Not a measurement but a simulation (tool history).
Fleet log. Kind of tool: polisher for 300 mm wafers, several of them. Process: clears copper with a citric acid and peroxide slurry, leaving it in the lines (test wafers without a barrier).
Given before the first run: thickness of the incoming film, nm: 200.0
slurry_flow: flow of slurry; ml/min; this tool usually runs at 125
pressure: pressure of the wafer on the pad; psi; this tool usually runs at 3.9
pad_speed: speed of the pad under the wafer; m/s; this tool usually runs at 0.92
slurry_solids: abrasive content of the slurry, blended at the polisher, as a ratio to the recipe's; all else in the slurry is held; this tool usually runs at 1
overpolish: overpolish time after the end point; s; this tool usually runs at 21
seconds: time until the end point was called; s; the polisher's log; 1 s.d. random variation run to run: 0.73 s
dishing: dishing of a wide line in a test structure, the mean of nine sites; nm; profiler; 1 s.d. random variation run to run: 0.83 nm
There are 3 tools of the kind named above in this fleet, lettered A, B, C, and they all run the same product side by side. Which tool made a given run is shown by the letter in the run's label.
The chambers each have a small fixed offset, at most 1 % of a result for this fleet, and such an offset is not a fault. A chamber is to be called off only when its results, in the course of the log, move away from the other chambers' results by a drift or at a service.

run	day	slurry_flow	pressure	pad_speed	slurry_solids	overpolish	wafers polished on this pad	hours since the slurry nozzle was cleaned	hours since the head pressure was calibrated	hours since the slurry blender was calibrated	seconds	dishing
1B	0.325	125	3.9	0.92	1	21	655	218.2	260.7	341.9	70.418	38.843
2C	0.692	125	3.9	0.92	1	21	374	721.9	325.8	437.2	69.743	40.382
3A	1.017	125	3.9	0.92	1	21	192	463.6	290.3	45.4	68.331	40.348
# day 1.183: chamber B: worn pad replaced by a new one
4C	1.342	125	3.9	0.92	1	21	474	737.5	341.4	452.8	68.748	39.596
# day 1.671: chamber C: slurry blender recalibrated
5B	1.738	125	3.9	0.92	1	21	85	252.1	294.6	375.8	68.927	40.609
6A	2.133	125	3.9	0.92	1	21	363	490.4	317.1	72.2	68.631	38.049
# day 2.346: chamber B: slurry blender recalibrated
7B	2.546	125	3.9	0.92	1	21	209	271.5	314	4.9	70.318	41.247
8A	2.8	125	3.9	0.92	1	21	466	506.4	333.1	88.2	67.445	40.645
# day 3.071: chamber B: slurry nozzle cleaned
9C	3.283	125	3.9	0.92	1	21	772	784.1	388	38.8	70.126	40.208
# day 3.346: chamber C: head pressure recalibrated
10A	3.771	125	3.9	0.92	1	21	615	529.7	356.4	111.5	68.41	39.311
# day 4.038: chamber A: slurry blender recalibrated
11C	4.212	125	3.9	0.92	1	21	915	806.4	20.9	61.1	75.334	37.168
# day 4.383: chamber C: worn pad replaced by a new one
12B	4.508	125	3.9	0.92	1	21	510	34.5	361.1	52	68.901	40.492
13C	4.975	125	3.9	0.92	1	21	90	824.7	39.2	79.4	74.03	37.307
14B	5.408	125	3.9	0.92	1	21	649	56.1	382.7	73.6	68.857	40.164
15A	5.779	125	3.9	0.92	1	21	923	577.9	404.6	41.8	69.653	38.466
# day 6.046: chamber C: slurry nozzle cleaned
16A	6.05	125	3.9	0.92	1	21	965	584.4	411.1	48.3	69.398	41.217
17C	6.492	125	3.9	0.92	1	21	323	10.8	75.6	115.8	75.177	38.021
# day 6.546: chamber B: worn pad replaced by a new one
18B	6.808	125	3.9	0.92	1	21	40	89.7	416.3	107.2	70.406	39.927
19B	7.308	125	3.9	0.92	1	21	117	101.7	428.3	119.2	68.687	40.6
20A	7.779	125	3.9	0.92	1	21	1230	625.9	452.6	89.8	69.041	40.667
21C	8.017	125	3.9	0.92	1	21	557	47.4	112.2	152.4	74.742	37.601
22B	8.408	125	3.9	0.92	1	21	286	128.1	454.7	145.6	69.564	39.551
# day 8.504: chamber A: worn pad replaced by a new one
23A	8.692	125	3.9	0.92	1	21	28	647.8	474.5	111.7	68.499	40.69

Decide between three cases: one chamber stands off from its peers, the gauge reading all wafers drifts, or nothing is wrong past each chamber's small offset. Where a chamber is off, say which and what most likely put it there.

A service on chamber C put it out of line with the rest.
Likeliest cause: head's pressure below its setpoint, % = 6.75.

Below are 4 candidate recipes for chamber C's next run, each the usual settings with a change, their results shown as question marks. Which of them brings C's results back in line with what the other chambers give on the usual settings?
Allowed miss from the other chambers' usual-settings mean, per result, to count as in line: seconds 2.6 s; dishing 2.9 nm
24C-1	9.067	125	3.6	0.86	1	21					?	?
24C-2	9.067	125	4	0.96	1	21					?	?
24C-3	9.067	125	3.8	0.88	1	21					?	?
24C-4	9.067	125	4.2	0.98	1	21					?	?

On the usual settings, the other chambers give on average: seconds 69.257 s; dishing 40.288 nm
run	seconds	dishing
24C-1	86.096	33.427
24C-2	69.764	39.934
24C-3	79.829	35.679
24C-4	65.155	42.28
The answer is 24C-2, which returns the chamber to within the allowed miss of the others.

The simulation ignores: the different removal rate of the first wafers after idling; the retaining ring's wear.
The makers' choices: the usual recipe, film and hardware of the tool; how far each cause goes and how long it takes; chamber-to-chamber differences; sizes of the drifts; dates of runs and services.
